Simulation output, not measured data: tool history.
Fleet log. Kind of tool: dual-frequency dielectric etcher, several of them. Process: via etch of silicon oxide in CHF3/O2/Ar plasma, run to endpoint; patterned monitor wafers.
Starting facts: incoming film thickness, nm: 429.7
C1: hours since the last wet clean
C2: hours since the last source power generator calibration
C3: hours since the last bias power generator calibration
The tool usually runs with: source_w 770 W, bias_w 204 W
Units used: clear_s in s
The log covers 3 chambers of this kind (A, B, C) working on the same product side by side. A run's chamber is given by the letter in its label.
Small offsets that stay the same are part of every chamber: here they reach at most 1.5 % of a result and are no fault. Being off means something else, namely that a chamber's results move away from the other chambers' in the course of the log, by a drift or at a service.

{"run": "1A", "hour": 6.7, "source_w": 770, "bias_w": 204, "C1": 394, "C2": 779.6, "C3": 2155.9, "clear_s": 190.32}
{"run": "2B", "hour": 13.9, "source_w": 770, "bias_w": 204, "C1": 293, "C2": 1799.1, "C3": 2981.9, "clear_s": 187.04}
{"run": "3C", "hour": 20.5, "source_w": 770, "bias_w": 204, "C1": 195.9, "C2": 4681.4, "C3": 65.3, "clear_s": 187.88}
{"run": "4B", "hour": 25.1, "source_w": 770, "bias_w": 204, "C1": 304.2, "C2": 1810.3, "C3": 2993.1, "clear_s": 187.05}
{"run": "5C", "hour": 28.4, "source_w": 770, "bias_w": 204, "C1": 203.8, "C2": 4689.3, "C3": 73.2, "clear_s": 186.78}
{"run": "6A", "hour": 32.6, "source_w": 770, "bias_w": 204, "C1": 419.9, "C2": 805.5, "C3": 2181.8, "clear_s": 189.72}
{"run": "7A", "hour": 36.9, "source_w": 770, "bias_w": 204, "C1": 424.2, "C2": 809.8, "C3": 2186.1, "clear_s": 190.38}
{"run": "8C", "hour": 42.3, "source_w": 770, "bias_w": 204, "C1": 217.7, "C2": 4703.2, "C3": 87.1, "clear_s": 186.1}
{"run": "9B", "hour": 47.6, "source_w": 770, "bias_w": 204, "C1": 326.7, "C2": 1832.8, "C3": 3015.6, "clear_s": 187.2}
{"hour": 52.9, "done": "chamber C: source power generator calibrated"}
{"run": "10B", "hour": 53.6, "source_w": 770, "bias_w": 204, "C1": 332.7, "C2": 1838.8, "C3": 3021.6, "clear_s": 187.91}
{"run": "11C", "hour": 59.8, "source_w": 950, "bias_w": 204, "C1": 235.2, "C2": 7, "C3": 104.6, "clear_s": 173.82}
{"run": "12A", "hour": 64.3, "source_w": 950, "bias_w": 204, "C1": 451.6, "C2": 837.2, "C3": 2213.5, "clear_s": 175.9}
{"run": "13B", "hour": 71.5, "source_w": 950, "bias_w": 204, "C1": 350.6, "C2": 1856.7, "C3": 3039.5, "clear_s": 173.25}
{"run": "14C", "hour": 77.1, "source_w": 770, "bias_w": 204, "C1": 252.5, "C2": 24.3, "C3": 121.9, "clear_s": 185.66}
{"run": "15A", "hour": 83.7, "source_w": 770, "bias_w": 204, "C1": 471, "C2": 856.6, "C3": 2232.9, "clear_s": 189.09}
{"run": "16B", "hour": 87.4, "source_w": 770, "bias_w": 204, "C1": 366.5, "C2": 1872.6, "C3": 3055.4, "clear_s": 188.03}
{"hour": 91.4, "done": "chamber B: wet clean of the chamber"}
{"run": "17A", "hour": 93.2, "source_w": 770, "bias_w": 204, "C1": 480.5, "C2": 866.1, "C3": 2242.4, "clear_s": 189.9}
{"run": "18C", "hour": 99.4, "source_w": 770, "bias_w": 204, "C1": 274.8, "C2": 46.6, "C3": 144.2, "clear_s": 185.61}
{"run": "19C", "hour": 103.7, "source_w": 770, "bias_w": 204, "C1": 279.1, "C2": 50.9, "C3": 148.5, "clear_s": 185.33}
{"run": "20A", "hour": 109.0, "source_w": 770, "bias_w": 204, "C1": 496.3, "C2": 881.9, "C3": 2258.2, "clear_s": 189.36}
{"run": "21B", "hour": 115.2, "source_w": 770, "bias_w": 204, "C1": 23.8, "C2": 1900.4, "C3": 3083.2, "clear_s": 186.83}
{"run": "22C", "hour": 119.8, "source_w": 930, "bias_w": 157, "C1": 295.2, "C2": 67, "C3": 164.6, "clear_s": 186.25}
{"hour": 120.8, "done": "chamber B: bias power generator calibrated"}
{"hour": 122.4, "done": "chamber A: wet clean of the chamber"}
{"run": "23A", "hour": 125.7, "source_w": 930, "bias_w": 157, "C1": 3.3, "C2": 898.6, "C3": 2274.9, "clear_s": 192.59}
{"run": "24B", "hour": 129.7, "source_w": 930, "bias_w": 157, "C1": 38.3, "C2": 1914.9, "C3": 8.9, "clear_s": 189.88}
{"run": "25A", "hour": 136.8, "source_w": 770, "bias_w": 239, "C1": 14.4, "C2": 909.7, "C3": 2286, "clear_s": 180.21}
{"run": "26C", "hour": 141.6, "source_w": 770, "bias_w": 239, "C1": 317, "C2": 88.8, "C3": 186.4, "clear_s": 173.34}
{"run": "27B", "hour": 146.1, "source_w": 770, "bias_w": 239, "C1": 54.7, "C2": 1931.3, "C3": 25.3, "clear_s": 178.62}
{"run": "28C", "hour": 152.9, "source_w": 770, "bias_w": 204, "C1": 328.3, "C2": 100.1, "C3": 197.7, "clear_s": 184.03}
{"run": "29A", "hour": 157.6, "source_w": 770, "bias_w": 204, "C1": 35.2, "C2": 930.5, "C3": 2306.8, "clear_s": 190.91}
{"run": "30B", "hour": 162.1, "source_w": 770, "bias_w": 204, "C1": 70.7, "C2": 1947.3, "C3": 41.3, "clear_s": 187.58}
{"run": "31A", "hour": 165.5, "source_w": 770, "bias_w": 204, "C1": 43.1, "C2": 938.4, "C3": 2314.7, "clear_s": 189.4}
{"run": "32B", "hour": 169.3, "source_w": 930, "bias_w": 204, "C1": 77.9, "C2": 1954.5, "C3": 48.5, "clear_s": 174.45}

Read the log: is a single chamber off, either drifting away or since a service, is the gauge that measures every chamber drifting, or is nothing wrong beyond small per-chamber offsets? Name any odd chamber and what most likely caused it.

It is chamber C that slowly wanders off from its peers.
Most likely cause: etch rate over this chamber's usual, % = 3.13.

Below are 4 candidate recipes for chamber C's next run, each the usual settings with a change, their results shown as question marks. Which of them brings C's results back in line with what the other chambers give on the usual settings?
Counts as in line when no further than this from what the other chambers average on the usual settings: clear_s 2.2 s
{"run": "33C-1", "hour": 174.5, "source_w": 850, "bias_w": 204, "clear_s": "?"}
{"run": "33C-2", "hour": 174.5, "source_w": 690, "bias_w": 184, "clear_s": "?"}
{"run": "33C-3", "hour": 174.5, "source_w": 730, "bias_w": 194, "clear_s": "?"}
{"run": "33C-4", "hour": 174.5, "source_w": 860, "bias_w": 225, "clear_s": "?"}

What the other chambers average on the usual settings: clear_s 188.85 s
run=33C-1 clear_s=174.82
run=33C-2 clear_s=196.2
run=33C-3 clear_s=188.59
run=33C-4 clear_s=168.37
The right change is 33C-3: it brings the chamber back within the allowed miss of the others.

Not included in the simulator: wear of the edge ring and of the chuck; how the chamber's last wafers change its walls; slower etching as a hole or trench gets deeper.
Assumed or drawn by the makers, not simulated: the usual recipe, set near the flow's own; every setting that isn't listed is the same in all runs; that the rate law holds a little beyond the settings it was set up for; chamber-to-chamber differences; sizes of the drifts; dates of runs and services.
